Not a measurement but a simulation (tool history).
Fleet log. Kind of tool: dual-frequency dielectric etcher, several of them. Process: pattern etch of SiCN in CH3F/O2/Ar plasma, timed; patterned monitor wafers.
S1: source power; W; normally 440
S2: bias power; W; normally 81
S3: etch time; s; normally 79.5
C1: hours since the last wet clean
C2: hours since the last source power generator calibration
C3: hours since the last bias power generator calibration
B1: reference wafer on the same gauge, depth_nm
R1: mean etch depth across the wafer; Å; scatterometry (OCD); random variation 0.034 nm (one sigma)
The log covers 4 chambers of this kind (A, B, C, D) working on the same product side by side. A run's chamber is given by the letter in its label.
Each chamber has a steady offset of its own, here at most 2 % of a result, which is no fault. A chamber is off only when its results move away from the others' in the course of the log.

run,hour,S1,S2,S3,C1,C2,C3,B1,R1
1A,10.9,440,81,79.5,233.6,1425.0,1032.9,30.987,317.74
2D,22.1,440,81,79.5,626.0,2775.0,249.6,30.985,320.51
3C,33.8,440,81,79.5,74.8,499.5,2200.5,30.988,321.90
4B,47.9,440,81,79.5,247.3,2034.4,1664.7,30.987,323.22
# hour 60.5: chamber D: wet clean of the chamber
5A,62.9,440,81,79.5,285.6,1477.0,1084.9,30.976,317.59
6B,73.2,440,81,79.5,272.6,2059.7,1690.0,30.968,323.26
7C,83.6,440,81,79.5,124.6,549.3,2250.3,30.966,321.17
8D,91.2,440,81,79.5,30.8,2844.1,318.7,30.960,320.03
9B,103.0,440,81,79.5,302.4,2089.5,1719.8,30.964,323.02
10A,110.7,440,81,79.5,333.4,1524.8,1132.7,30.960,317.11
11D,120.3,440,81,79.5,59.9,2873.2,347.8,30.949,319.48
12C,130.3,440,81,79.5,171.3,596.0,2297.0,30.940,321.48
13C,139.8,440,81,79.5,180.8,605.5,2306.5,30.945,320.93
14B,152.7,440,81,79.5,352.1,2139.2,1769.5,30.933,322.90
15A,166.2,440,81,79.5,388.9,1580.3,1188.2,30.930,316.93
16D,179.1,440,81,79.5,118.7,2932.0,406.6,30.926,319.38
17C,187.1,440,81,79.5,228.1,652.8,2353.8,30.920,320.77
18A,197.8,440,81,79.5,420.5,1611.9,1219.8,30.913,316.75
19B,213.1,440,64,101.0,412.5,2199.6,1829.9,30.900,376.88
20D,220.6,440,64,101.0,160.2,2973.5,448.1,30.911,372.74
21C,236.6,440,64,101.0,277.6,702.3,2403.3,30.895,375.18
# hour 242.7: chamber B: wet clean of the chamber
22D,245.2,440,64,101.0,184.8,2998.1,472.7,30.894,373.12
# hour 255.9: chamber A: source power generator calibrated
23A,260.9,440,81,79.5,483.6,5.1,1282.9,30.893,315.98
24B,271.6,440,81,79.5,28.9,2258.1,1888.4,30.886,323.00
25B,278.7,440,81,79.5,36.0,2265.2,1895.5,30.885,322.77
26D,292.4,440,81,79.5,232.0,3045.3,519.9,30.880,318.86
27A,307.6,440,81,79.5,530.3,51.8,1329.6,30.872,316.10

All chambers now run identical settings, listed one chamber a line with results as question marks. What results will each chamber show?
28A,319.3,440,81,79.5,,,,,?
28B,319.3,440,81,79.5,,,,,?
28C,319.3,440,81,79.5,,,,,?
28D,319.3,440,81,79.5,,,,,?

run,R1
28A,316.33
28B,322.02
28C,319.88
28D,318.99
